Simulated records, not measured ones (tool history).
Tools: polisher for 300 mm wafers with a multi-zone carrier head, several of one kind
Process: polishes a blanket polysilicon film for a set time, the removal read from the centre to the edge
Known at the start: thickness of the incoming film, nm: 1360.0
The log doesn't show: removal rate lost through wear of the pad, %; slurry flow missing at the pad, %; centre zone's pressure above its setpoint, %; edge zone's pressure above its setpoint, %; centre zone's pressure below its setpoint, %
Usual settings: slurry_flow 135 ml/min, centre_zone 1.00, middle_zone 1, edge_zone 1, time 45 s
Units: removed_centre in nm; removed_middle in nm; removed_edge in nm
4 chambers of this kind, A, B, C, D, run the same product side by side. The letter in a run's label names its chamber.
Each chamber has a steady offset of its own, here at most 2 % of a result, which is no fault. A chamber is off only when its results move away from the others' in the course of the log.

| run | hour | slurry_flow | centre_zone | middle_zone | edge_zone | time | wafers polished on this pad | hours since the slurry nozzle was cleaned | hours since the centre zone pressure was calibrated | hours since the edge zone pressure was calibrated | removed_centre | removed_middle | removed_edge |
|---|---|---|---|---|---|---|---|---|---|---|---|---|---|
|  | 8.0 | chamber A: worn pad replaced by a new one |
| 1C | 10.2 | 135 | 1.00 | 1 | 1 | 45 | 152 | 320.0 | 376.6 | 200.8 | 278.49 | 283.61 | 286.60 |
|  | 11.5 | chamber B: worn pad replaced by a new one |
| 2B | 24.5 | 135 | 1.00 | 1 | 1 | 45 | 155 | 193.2 | 155.6 | 280.9 | 278.02 | 280.63 | 282.04 |
| 3D | 34.8 | 135 | 1.00 | 1 | 1 | 45 | 998 | 64.5 | 384.1 | 545.4 | 283.23 | 281.32 | 288.74 |
| 4A | 43.3 | 135 | 1.00 | 1 | 1 | 45 | 420 | 227.0 | 1117.6 | 262.5 | 282.39 | 282.26 | 279.15 |
| 5B | 54.0 | 135 | 1.00 | 1 | 1 | 45 | 506 | 222.7 | 185.1 | 310.4 | 284.80 | 282.84 | 279.22 |
|  | 55.2 | chamber C: worn pad replaced by a new one |
| 6C | 60.8 | 135 | 1.00 | 1 | 1 | 45 | 66 | 370.6 | 427.2 | 251.4 | 279.47 | 281.09 | 281.29 |
| 7D | 70.8 | 135 | 1.00 | 1 | 1 | 45 | 1426 | 100.5 | 420.1 | 581.4 | 281.74 | 275.59 | 288.96 |
|  | 76.5 | chamber A: worn pad replaced by a new one |
| 8A | 80.4 | 135 | 1.00 | 1 | 1 | 53 | 46 | 264.1 | 1154.7 | 299.6 | 334.52 | 328.92 | 330.40 |
| 9A | 92.2 | 135 | 1.00 | 1 | 1 | 53 | 187 | 275.9 | 1166.5 | 311.4 | 332.57 | 329.01 | 330.01 |
|  | 94.5 | chamber B: worn pad replaced by a new one |
| 10B | 104.4 | 135 | 1.00 | 1 | 1 | 53 | 118 | 273.1 | 235.5 | 360.8 | 329.65 | 332.67 | 340.43 |
| 11C | 110.6 | 135 | 1.00 | 1 | 1 | 53 | 659 | 420.4 | 477.0 | 301.2 | 329.73 | 332.73 | 332.70 |
| 12D | 117.8 | 135 | 1.00 | 1 | 1 | 45 | 1986 | 147.5 | 467.1 | 628.4 | 278.71 | 283.90 | 289.86 |
|  | 118.4 | chamber C: worn pad replaced by a new one |
| 13C | 125.1 | 135 | 1.00 | 1 | 1 | 45 | 80 | 434.9 | 491.5 | 315.7 | 281.78 | 284.08 | 277.74 |
| 14D | 139.1 | 135 | 1.00 | 1 | 1 | 45 | 2239 | 168.8 | 488.4 | 649.7 | 276.16 | 278.71 | 281.08 |
|  | 145.2 | chamber A: worn pad replaced by a new one |
| 15B | 151.4 | 135 | 1.00 | 1 | 1 | 45 | 677 | 320.1 | 282.5 | 407.8 | 281.50 | 285.60 | 280.81 |
|  | 152.2 | chamber B: slurry nozzle cleaned |
|  | 156.2 | chamber A: slurry nozzle cleaned |
| 16A | 162.6 | 135 | 1.00 | 1 | 1 | 45 | 208 | 6.4 | 1236.9 | 381.8 | 285.32 | 280.49 | 284.13 |
| 17D | 172.7 | 135 | 1.00 | 1 | 1 | 45 | 2639 | 202.4 | 522.0 | 683.3 | 265.82 | 279.49 | 285.87 |
|  | 175.7 | chamber C: worn pad replaced by a new one |
| 18B | 183.3 | 135 | 1.00 | 1 | 1 | 45 | 1057 | 31.1 | 314.4 | 439.7 | 278.63 | 282.31 | 281.70 |
|  | 192.5 | chamber B: worn pad replaced by a new one |
| 19A | 195.9 | 135 | 1.00 | 1 | 1 | 45 | 604 | 39.7 | 1270.2 | 415.1 | 287.72 | 279.46 | 283.25 |
| 20C | 202.2 | 135 | 0.93 | 1 | 1 | 45 | 315 | 512.0 | 568.6 | 392.8 | 257.83 | 285.66 | 287.24 |
|  | 203.8 | chamber A: worn pad replaced by a new one |
| 21C | 216.3 | 135 | 0.93 | 1 | 1 | 45 | 483 | 526.1 | 582.7 | 406.9 | 256.92 | 279.11 | 290.16 |
| 22A | 229.2 | 135 | 0.93 | 1 | 1 | 45 | 303 | 73.0 | 1303.5 | 448.4 | 260.81 | 274.51 | 281.52 |
|  | 239.3 | chamber C: worn pad replaced by a new one |
| 23B | 239.7 | 135 | 0.93 | 1 | 1 | 45 | 562 | 87.5 | 370.8 | 496.1 | 259.43 | 288.95 | 282.97 |
| 24D | 249.5 | 135 | 1.00 | 1 | 1 | 45 | 3553 | 279.2 | 598.8 | 760.1 | 258.91 | 260.85 | 270.70 |
| 25B | 255.8 | 135 | 1.00 | 1 | 1 | 45 | 754 | 103.6 | 386.9 | 512.2 | 278.05 | 289.56 | 280.19 |
|  | 258.3 | chamber B: edge zone pressure recalibrated |
| 26C | 269.3 | 135 | 0.96 | 1 | 1 | 45 | 358 | 579.1 | 635.7 | 459.9 | 268.08 | 285.75 | 283.22 |
|  | 273.8 | chamber A: worn pad replaced by a new one |
| 27A | 280.3 | 135 | 0.96 | 1 | 1 | 45 | 77 | 124.1 | 1354.6 | 499.5 | 271.31 | 284.76 | 279.17 |
| 28D | 293.0 | 135 | 0.96 | 1 | 1 | 45 | 4071 | 322.7 | 642.3 | 803.6 | 241.71 | 254.22 | 259.92 |
|  | 297.7 | chamber B: worn pad replaced by a new one |
| 29B | 302.1 | 135 | 0.96 | 1 | 1 | 45 | 52 | 149.9 | 433.2 | 43.9 | 264.70 | 289.18 | 288.12 |

Next, every chamber runs the same settings. What will each give?
| 30A | 312.4 | 135 | 1.00 | 1 | 1 | 45 |  |  |  |  | ? | ? | ? |
| 30B | 312.4 | 135 | 1.00 | 1 | 1 | 45 |  |  |  |  | ? | ? | ? |
| 30C | 312.4 | 135 | 1.00 | 1 | 1 | 45 |  |  |  |  | ? | ? | ? |
| 30D | 312.4 | 135 | 1.00 | 1 | 1 | 45 |  |  |  |  | ? | ? | ? |

| run | removed_centre | removed_middle | removed_edge |
|---|---|---|---|
| 30A | 280.62 | 279.99 | 286.67 |
| 30B | 281.25 | 274.34 | 278.10 |
| 30C | 284.56 | 283.36 | 287.21 |
| 30D | 249.34 | 260.48 | 260.79 |
